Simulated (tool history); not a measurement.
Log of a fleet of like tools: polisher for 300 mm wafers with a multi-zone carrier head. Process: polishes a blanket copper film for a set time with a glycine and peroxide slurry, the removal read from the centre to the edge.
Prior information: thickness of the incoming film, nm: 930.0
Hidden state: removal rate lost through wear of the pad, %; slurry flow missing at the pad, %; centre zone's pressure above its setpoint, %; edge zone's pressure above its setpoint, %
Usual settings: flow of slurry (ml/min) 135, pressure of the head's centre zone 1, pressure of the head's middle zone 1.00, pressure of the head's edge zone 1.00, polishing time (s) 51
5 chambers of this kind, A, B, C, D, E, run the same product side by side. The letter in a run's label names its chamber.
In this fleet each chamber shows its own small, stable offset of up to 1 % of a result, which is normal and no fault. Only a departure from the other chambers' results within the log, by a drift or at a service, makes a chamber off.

run,day,flow of slurry (ml/min),pressure of the head's centre zone,pressure of the head's middle zone,pressure of the head's edge zone,polishing time (s),wafers polished on this pad,hours since the slurry nozzle was cleaned,hours since the centre zone pressure was calibrated,hours since the edge zone pressure was calibrated,film removed at the wafer's centre (angstrom),film removed at mid-radius (angstrom),film removed at the wafer's edge (angstrom)
# day 0.042: chamber C: worn pad replaced by a new one
1C,0.267,135,1,1.00,1.00,51,60,292.7,749.1,45.5,3174.1,3116.0,3108.1
# day 0.483: chamber B: worn pad replaced by a new one
2B,0.600,135,1,1.00,1.00,51,32,141.0,830.5,569.4,3044.6,3042.9,3042.2
# day 0.608: chamber E: edge zone pressure recalibrated
# day 0.679: chamber B: centre zone pressure recalibrated
3E,0.817,135,1,1.00,1.00,51,567,190.2,91.7,5.1,3046.4,3076.0,3098.3
4A,1.079,135,1,1.00,1.00,51,594,52.2,520.8,409.8,3113.1,3058.2,3022.3
5D,1.379,135,1,1.00,1.00,51,1057,232.8,673.2,466.6,3077.3,3069.0,3123.5
# day 1.408: chamber E: slurry nozzle cleaned
6A,1.617,135,1,1.00,1.00,51,737,65.1,533.7,422.7,3066.7,3066.2,3059.4
# day 1.696: chamber D: worn pad replaced by a new one
7B,1.825,135,1,1.00,1.00,51,358,170.4,27.5,598.8,3074.2,3074.2,3072.3
# day 1.867: chamber A: worn pad replaced by a new one
8D,2.175,135,1,1.00,1.00,51,128,251.9,692.3,485.7,3094.1,3053.4,3063.6
9C,2.625,135,1,1.00,1.00,51,688,349.3,805.7,102.1,3101.0,3017.0,3052.4
10E,3.083,135,1,1.00,1.00,51,1170,40.3,146.1,59.5,3027.7,3061.4,3138.3
# day 3.138: chamber C: worn pad replaced by a new one
# day 3.262: chamber B: slurry nozzle cleaned
11A,3.512,100,1,1.00,0.92,51,438,110.6,579.2,468.2,2792.6,2816.2,2770.0
12B,3.721,100,1,1.00,0.92,51,862,11.1,73.0,644.3,2815.3,2850.4,2791.6
# day 4.008: chamber E: worn pad replaced by a new one
13C,4.162,100,1,1.00,0.92,51,273,386.2,842.6,139.0,2855.3,2849.8,2786.3
14E,4.483,100,1,1.00,0.92,51,126,73.9,179.7,93.1,2767.2,2824.0,2797.3
# day 4.692: chamber B: worn pad replaced by a new one
15D,4.800,100,1,1.00,0.92,51,826,314.9,755.3,548.7,2755.2,2835.9,2812.5
# day 5.075: chamber A: worn pad replaced by a new one
16B,5.154,135,1,1.00,1.00,51,123,45.5,107.4,678.7,3088.1,3089.1,3076.9
17D,5.425,135,1,1.00,1.00,51,993,329.9,770.3,563.7,3000.3,2995.4,3058.7
18E,5.688,135,1,1.00,1.00,51,447,102.8,208.6,122.0,3110.0,3012.7,3135.0
# day 5.758: chamber A: centre zone pressure recalibrated
19C,6.054,135,1,1.00,1.00,51,777,431.6,888.0,184.4,3008.9,3022.9,2989.7
# day 6.175: chamber C: worn pad replaced by a new one
# day 6.188: chamber D: worn pad replaced by a new one
20A,6.429,135,1,1.07,1.00,61,360,180.6,16.2,538.2,3693.6,3842.2,3577.3
21E,6.892,135,1,1.07,1.00,61,767,131.7,237.5,150.9,3684.6,3909.7,3614.4
22C,7.250,135,1,1.07,1.00,61,286,460.3,916.7,213.1,3559.4,3957.5,3696.7
23A,7.475,135,1,1.07,1.00,61,639,205.7,41.3,563.3,3607.9,3850.8,3657.5
24D,7.812,135,1,1.07,1.00,61,432,387.2,827.6,621.0,3588.0,3733.9,3562.5
# day 8.138: chamber A: worn pad replaced by a new one
25B,8.221,135,1,1.00,1.00,51,939,119.1,181.0,752.3,3022.0,3016.7,3138.3
# day 8.588: chamber B: worn pad replaced by a new one
26D,8.662,135,1,1.00,1.00,51,659,407.6,848.0,641.4,2961.7,2964.1,3022.6
# day 8.954: chamber E: worn pad replaced by a new one
27E,8.979,135,1,1.00,1.00,51,6,181.8,287.6,201.0,3028.7,3070.3,3075.6
# day 9.000: chamber C: slurry nozzle cleaned
# day 9.017: chamber C: worn pad replaced by a new one
28C,9.404,135,1,1.00,1.00,51,103,9.8,968.4,264.8,2978.5,3039.3,3086.3
29B,9.742,135,1,1.00,1.00,51,307,155.6,217.5,788.8,3083.8,3080.7,3053.9
30A,10.012,135,1,1.00,1.00,51,499,266.6,102.2,624.2,2978.3,2976.3,3101.5
31D,10.342,110,1,1.00,0.94,51,1106,447.9,888.3,681.7,2661.5,2755.7,2772.3
32E,10.750,110,1,1.00,0.94,51,478,224.3,330.1,243.5,2925.3,2988.0,2775.4
33B,10.988,110,1,1.00,0.94,51,639,185.5,247.4,818.7,2960.0,2942.4,2861.1
34A,11.250,110,1,1.00,0.94,51,828,296.3,131.9,653.9,2837.6,2829.0,2892.4
# day 11.346: chamber E: slurry nozzle cleaned
35C,11.546,110,1,1.00,0.94,51,673,61.2,1019.8,316.2,2896.0,2936.7,2833.1
36E,11.762,135,1,1.00,1.00,51,747,10.1,354.4,267.8,3114.8,3045.8,3112.7

Has any chamber moved away from the others, gradually or after a service, or does the common gauge drift, or do the chambers differ only by their own small steady offsets? State the chamber and the most likely cause if one applies.

Little by little, chamber D moves away from the other chambers.
Likeliest cause: slurry flow missing at the pad, % = 23.8.

Which of the 4 candidates below, each the usual settings with something changed and its results left as question marks, puts chamber D back in line with what the other chambers give on the usual settings?
In line means no further than this from the other chambers' mean on the usual settings: film removed at the wafer's centre (angstrom) 140.0; film removed at mid-radius (angstrom) 130.0; film removed at the wafer's edge (angstrom) 150.0
37D-1,12.096,125,0.96,0.97,1.03,46,,,,,?,?,?
37D-2,12.096,145,1.04,1.03,0.97,56,,,,,?,?,?
37D-3,12.096,130,0.98,0.99,1.01,49,,,,,?,?,?
37D-4,12.096,140,1.02,1.01,0.99,53,,,,,?,?,?

On the usual settings, the other chambers give on average: film removed at the wafer's centre (angstrom) 3056.8; film removed at mid-radius (angstrom) 3053.5; film removed at the wafer's edge (angstrom) 3060.0
run,film removed at the wafer's centre (angstrom),film removed at mid-radius (angstrom),film removed at the wafer's edge (angstrom)
37D-1,2377.5,2458.9,2677.1
37D-2,3309.6,3291.9,3245.2
37D-3,2624.5,2698.5,2843.4
37D-4,3034.9,3032.8,3085.3
37D-4 is the one that brings the chamber's results back in line with the other chambers.
